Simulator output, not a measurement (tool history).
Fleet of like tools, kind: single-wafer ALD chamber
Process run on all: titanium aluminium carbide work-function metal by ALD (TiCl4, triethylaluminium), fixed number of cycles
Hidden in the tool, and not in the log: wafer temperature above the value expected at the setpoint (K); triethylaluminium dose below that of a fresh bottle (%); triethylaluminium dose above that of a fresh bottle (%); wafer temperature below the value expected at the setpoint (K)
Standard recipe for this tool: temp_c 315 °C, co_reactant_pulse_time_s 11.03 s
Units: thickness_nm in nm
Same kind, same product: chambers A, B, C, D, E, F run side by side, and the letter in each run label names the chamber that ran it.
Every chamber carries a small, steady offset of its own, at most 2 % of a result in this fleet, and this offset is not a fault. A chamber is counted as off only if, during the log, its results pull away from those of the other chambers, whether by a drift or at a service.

run	day	temp_c	co_reactant_pulse_time_s	hours since the last thermocouple change	hours since the last triethylaluminium bottle change	read-back reference wafer on the same gauge, thickness_nm	thickness_nm
1E	0.433	315	11.03	1488.2	1634.3	2.2902	2.1663
2A	0.654	315	11.03	983.7	516.5	2.2881	2.1819
3B	1.125	315	11.03	1525.9	108.9	2.2902	2.1275
4D	1.425	315	11.03	1877.6	889.9	2.2896	2.1135
5C	1.875	315	11.03	2813.2	424.9	2.2898	2.1576
6F	2.338	321	11.03	1461.6	373	2.2915	2.193
7B	2.642	321	11.03	1562.3	145.3	2.2911	2.186
8F	2.938	321	11.03	1476	387.4	2.29	2.2026
9C	3.4	321	11.03	2849.8	461.5	2.2894	2.2138
10A	3.696	321	11.03	1056.7	589.5	2.2888	2.2297
# day 3.767: chamber B: thermocouple changed; heater temperature recalibrated
11D	3.954	321	11.03	1938.3	950.6	2.2911	2.1539
# day 3.971: chamber E: thermocouple changed; heater temperature recalibrated
12E	4.246	315	11.03	6.6	1725.8	2.2912	2.158
13A	4.671	315	11.03	1080.1	612.9	2.2886	2.1717
# day 4.717: chamber C: thermocouple changed; heater temperature recalibrated
14E	5.075	315	11.03	26.5	1745.7	2.2922	2.1563
15B	5.325	305	13	37.4	209.7	2.2897	2.0615
16F	5.654	305	13	1541.2	452.6	2.2887	2.0768
17C	6.112	305	13	33.5	526.6	2.2892	2.099
18D	6.35	305	13	1995.8	1008.1	2.2899	2.048
# day 6.55: chamber E: triethylaluminium bottle replaced
19C	6.692	305	13	47.4	540.5	2.2895	2.1003
20D	7.096	305	13	2013.7	1026	2.2889	2.0443
21E	7.458	326	7.11	83.7	21.9	2.2902	2.1161
22B	7.775	326	7.11	96.2	268.5	2.2895	2.0953
23F	8.242	326	7.11	1603.3	514.7	2.2914	2.09
24A	8.458	326	7.11	1171	703.8	2.2904	2.1292
25D	8.767	326	7.11	2053.8	1066.1	2.2895	2.0578
26A	9.233	326	7.11	1189.6	722.4	2.2904	2.131
27F	9.546	315	11.03	1634.6	546	2.2892	2.1327
28C	9.833	315	11.03	122.8	615.9	2.2895	2.1528
29B	10.292	315	11.03	156.6	328.9	2.2906	2.1386
30E	10.708	315	11.03	161.7	99.9	2.2892	2.1569
31B	11.121	315	11.03	176.5	348.8	2.2911	2.1404
32C	11.504	315	11.03	162.9	656	2.2905	2.1687
33F	11.967	315	11.03	1692.7	604.1	2.2885	2.1315
34D	12.221	315	11.03	2136.7	1149	2.2889	2.1071
35A	12.492	315	11.03	1267.8	800.6	2.2915	2.1782
36E	12.933	315	14.27	215.1	153.3	2.29	2.1834
37E	13.183	315	14.27	221.1	159.3	2.2902	2.1938
38F	13.467	315	14.27	1728.7	640.1	2.2909	2.1696
39C	13.85	315	14.27	219.2	712.3	2.2896	2.2035
40D	14.075	315	14.27	2181.2	1193.5	2.2891	2.1462
41A	14.546	315	14.27	1317.1	849.9	2.2895	2.2127
42B	14.942	315	11.03	268.2	440.5	2.2908	2.1343

Has any chamber moved away from the others, gradually or after a service, or does the common gauge drift, or do the chambers differ only by their own small steady offsets? State the chamber and the most likely cause if one applies.

Neither any chamber nor the gauge drifts; the chambers differ only by their own small, steady offsets.

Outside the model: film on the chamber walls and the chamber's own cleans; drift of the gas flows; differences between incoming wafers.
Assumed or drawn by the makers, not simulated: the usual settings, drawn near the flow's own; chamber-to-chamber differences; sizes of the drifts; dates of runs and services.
